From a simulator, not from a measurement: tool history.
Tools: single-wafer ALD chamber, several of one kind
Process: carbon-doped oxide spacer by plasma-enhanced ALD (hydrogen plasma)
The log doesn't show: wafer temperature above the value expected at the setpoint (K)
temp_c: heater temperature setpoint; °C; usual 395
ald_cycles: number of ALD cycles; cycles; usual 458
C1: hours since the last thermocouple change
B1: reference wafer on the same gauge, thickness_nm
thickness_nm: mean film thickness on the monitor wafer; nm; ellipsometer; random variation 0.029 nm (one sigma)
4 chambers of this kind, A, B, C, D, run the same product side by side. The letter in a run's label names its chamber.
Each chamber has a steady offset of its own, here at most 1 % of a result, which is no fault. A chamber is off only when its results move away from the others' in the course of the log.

Run 1A, hour 4.0: usual settings; C1 1300.1; B1 22.803. Result: thickness_nm 22.975 nm.
Run 2D, hour 11.0: usual settings; C1 296.6; B1 22.801. Result: thickness_nm 22.695 nm.
Run 3B, hour 15.0: usual settings; C1 1603.0; B1 22.813. Result: thickness_nm 22.811 nm.
Run 4C, hour 22.1: usual settings; C1 672.6; B1 22.805. Result: thickness_nm 22.693 nm.
Run 5B, hour 28.5: usual settings; C1 1616.5; B1 22.818. Result: thickness_nm 22.790 nm.
Run 6C, hour 33.5: usual settings; C1 684.0; B1 22.819. Result: thickness_nm 22.715 nm.
Run 7D, hour 40.7: usual settings; C1 326.3; B1 22.816. Result: thickness_nm 22.672 nm.
Run 8A, hour 43.8: usual settings; C1 1339.9; B1 22.827. Result: thickness_nm 22.906 nm.
Run 9A, hour 48.7: usual settings; C1 1344.8; B1 22.827. Result: thickness_nm 22.981 nm.
Run 10B, hour 52.4: usual settings; C1 1640.4; B1 22.831. Result: thickness_nm 22.842 nm.
Run 11D, hour 56.1: usual settings but temp_c 385 °C, ald_cycles 517 cycles; C1 341.7; B1 22.818. Result: thickness_nm 25.645 nm.
Run 12C, hour 63.2: usual settings but temp_c 385 °C, ald_cycles 517 cycles; C1 713.7; B1 22.833. Result: thickness_nm 25.684 nm.
Run 13B, hour 68.4: usual settings but temp_c 385 °C, ald_cycles 517 cycles; C1 1656.4; B1 22.837. Result: thickness_nm 25.764 nm.
Run 14A, hour 75.1: usual settings but temp_c 385 °C, ald_cycles 517 cycles; C1 1371.2; B1 22.838. Result: thickness_nm 25.960 nm.
Run 15D, hour 82.4: usual settings; C1 368.0; B1 22.841. Result: thickness_nm 22.753 nm.
Run 16C, hour 87.6: usual settings; C1 738.1; B1 22.846. Result: thickness_nm 22.799 nm.
Run 17B, hour 93.3: usual settings; C1 1681.3; B1 22.848. Result: thickness_nm 22.825 nm.
Run 18A, hour 97.2: usual settings; C1 1393.3; B1 22.858. Result: thickness_nm 22.974 nm.
Run 19C, hour 104.0: usual settings; C1 754.5; B1 22.853. Result: thickness_nm 22.799 nm.
Run 20D, hour 107.6: usual settings; C1 393.2; B1 22.851. Result: thickness_nm 22.750 nm.
Run 21C, hour 110.8: usual settings but temp_c 390 °C, ald_cycles 519 cycles; C1 761.3; B1 22.851. Result: thickness_nm 25.816 nm.
Run 22A, hour 114.5: usual settings but temp_c 390 °C, ald_cycles 519 cycles; C1 1410.6; B1 22.855. Result: thickness_nm 26.122 nm.
Run 23B, hour 119.5: usual settings but temp_c 390 °C, ald_cycles 519 cycles; C1 1707.5; B1 22.865. Result: thickness_nm 25.918 nm.
Run 24D, hour 126.1: usual settings but temp_c 390 °C, ald_cycles 519 cycles; C1 411.7; B1 22.871. Result: thickness_nm 25.784 nm.
Run 25C, hour 132.0: usual settings; C1 782.5; B1 22.865. Result: thickness_nm 22.790 nm.
Run 26B, hour 138.4: usual settings; C1 1726.4; B1 22.876. Result: thickness_nm 22.856 nm.
Run 27A, hour 145.5: usual settings; C1 1441.6; B1 22.868. Result: thickness_nm 23.027 nm.
Run 28D, hour 150.5: usual settings; C1 436.1; B1 22.877. Result: thickness_nm 22.817 nm.
Run 29B, hour 154.0: usual settings; C1 1742.0; B1 22.890. Result: thickness_nm 22.847 nm.
Run 30D, hour 158.2: usual settings; C1 443.8; B1 22.883. Result: thickness_nm 22.773 nm.
Run 31C, hour 165.0: usual settings; C1 815.5; B1 22.886. Result: thickness_nm 22.815 nm.
Run 32A, hour 168.3: usual settings; C1 1464.4; B1 22.884. Result: thickness_nm 23.015 nm.
Run 33A, hour 172.3: usual settings; C1 1468.4; B1 22.888. Result: thickness_nm 23.058 nm.
Run 34B, hour 178.2: usual settings; C1 1766.2; B1 22.886. Result: thickness_nm 22.926 nm.
Run 35C, hour 183.9: usual settings; C1 834.4; B1 22.893. Result: thickness_nm 22.821 nm.
Run 36D, hour 191.2: usual settings; C1 476.8; B1 22.895. Result: thickness_nm 22.733 nm.
Run 37A, hour 198.4: usual settings; C1 1494.5; B1 22.899. Result: thickness_nm 23.058 nm.
Run 38D, hour 204.7: usual settings; C1 490.3; B1 22.902. Result: thickness_nm 22.833 nm.
Run 39B, hour 211.7: usual settings; C1 1799.7; B1 22.908. Result: thickness_nm 22.966 nm.
Run 40C, hour 218.9: usual settings; C1 869.4; B1 22.909. Result: thickness_nm 22.862 nm.
Run 41A, hour 224.2: usual settings but temp_c 383 °C, ald_cycles 419 cycles; C1 1520.3; B1 22.912. Result: thickness_nm 21.101 nm.

What goes on in this fleet: one chamber off, a drifting gauge, or nothing beyond the chambers' own small offsets? Name the chamber and the cause, if any.

The gauge drifts, so all chambers seem to drift together. No chamber is off.
Cause: gauge reads high (%) = 0.511.
